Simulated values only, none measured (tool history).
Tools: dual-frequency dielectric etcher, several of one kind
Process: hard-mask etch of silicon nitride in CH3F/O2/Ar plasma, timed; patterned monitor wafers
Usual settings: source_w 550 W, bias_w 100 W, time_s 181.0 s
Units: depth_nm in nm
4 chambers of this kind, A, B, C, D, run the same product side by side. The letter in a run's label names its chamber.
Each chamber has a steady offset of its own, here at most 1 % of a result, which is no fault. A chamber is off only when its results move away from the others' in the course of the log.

run     day  source_w  bias_w  time_s  read-back reference wafer on the same gauge, depth_nm  depth_nm
 1D   0.304       550     100   181.0                                                 192.04    158.95
 2A   0.750       550     100   181.0                                                 192.17    159.67
 3B   1.158       550     100   181.0                                                 192.04    161.15
 4C   1.767       550     100   181.0                                                 191.78    160.83
 5D   2.096       550     122   181.0                                                 191.96    170.60
 6A   2.504       550     122   181.0                                                 191.85    171.43
 7B   3.133       550     122   181.0                                                 191.83    171.35
 8C   3.521       550     122   181.0                                                 191.88    171.25
      3.588  -- chamber A: wet clean of the chamber
 9D   3.888       550     100   181.0                                                 192.07    157.34
10B   4.183       650     100   146.0                                                 191.93    138.92
      4.725  -- chamber B: source power generator calibrated
11C   4.742       650     100   146.0                                                 192.00    138.21
      4.829  -- chamber B: wet clean of the chamber
12A   5.150       650     100   146.0                                                 191.95    135.97
13C   5.454       650     100   146.0                                                 191.93    138.90
14D   5.800       550     100   181.0                                                 191.66    160.07
      6.179  -- chamber D: wet clean of the chamber
15B   6.225       550     100   181.0                                                 191.64    161.36
16A   6.538       550     100   181.0                                                 192.42    159.78
17B   6.967       550     100   181.0                                                 192.22    159.86
18C   7.375       550     100   181.0                                                 191.83    159.43
19D   7.996       550     100   181.0                                                 191.77    158.76
20A   8.579       550     100   181.0                                                 192.07    159.72
21A   9.092       550     100   181.0                                                 191.85    159.44
22C   9.467       550     100   181.0                                                 191.87    161.30
23D   9.921       550     100   181.0                                                 192.11    161.82
24B  10.450       550     100   181.0                                                 192.03    160.79
25C  10.858       550     100   181.0                                                 191.92    161.81
26A  11.308       550     100   181.0                                                 192.18    159.41
     11.533  -- chamber D: source power generator calibrated
     11.729  -- chamber C: wet clean of the chamber
27D  11.938       550     100   181.0                                                 191.90    161.96
28B  12.550       550     100   181.0                                                 191.63    158.66
29D  13.046       550     100   181.0                                                 192.13    159.97
30B  13.642       550      83   162.5                                                 191.87    135.28
31A  14.104       550      83   162.5                                                 192.16    133.61
32C  14.450       550      83   162.5                                                 192.35    135.97
33A  14.833       550      83   162.5                                                 191.82    134.58

What goes on in this fleet: one chamber off, a drifting gauge, or nothing beyond the chambers' own small offsets? Name the chamber and the cause, if any.

No chamber stands off beyond its own small offset, and the gauge holds steady.
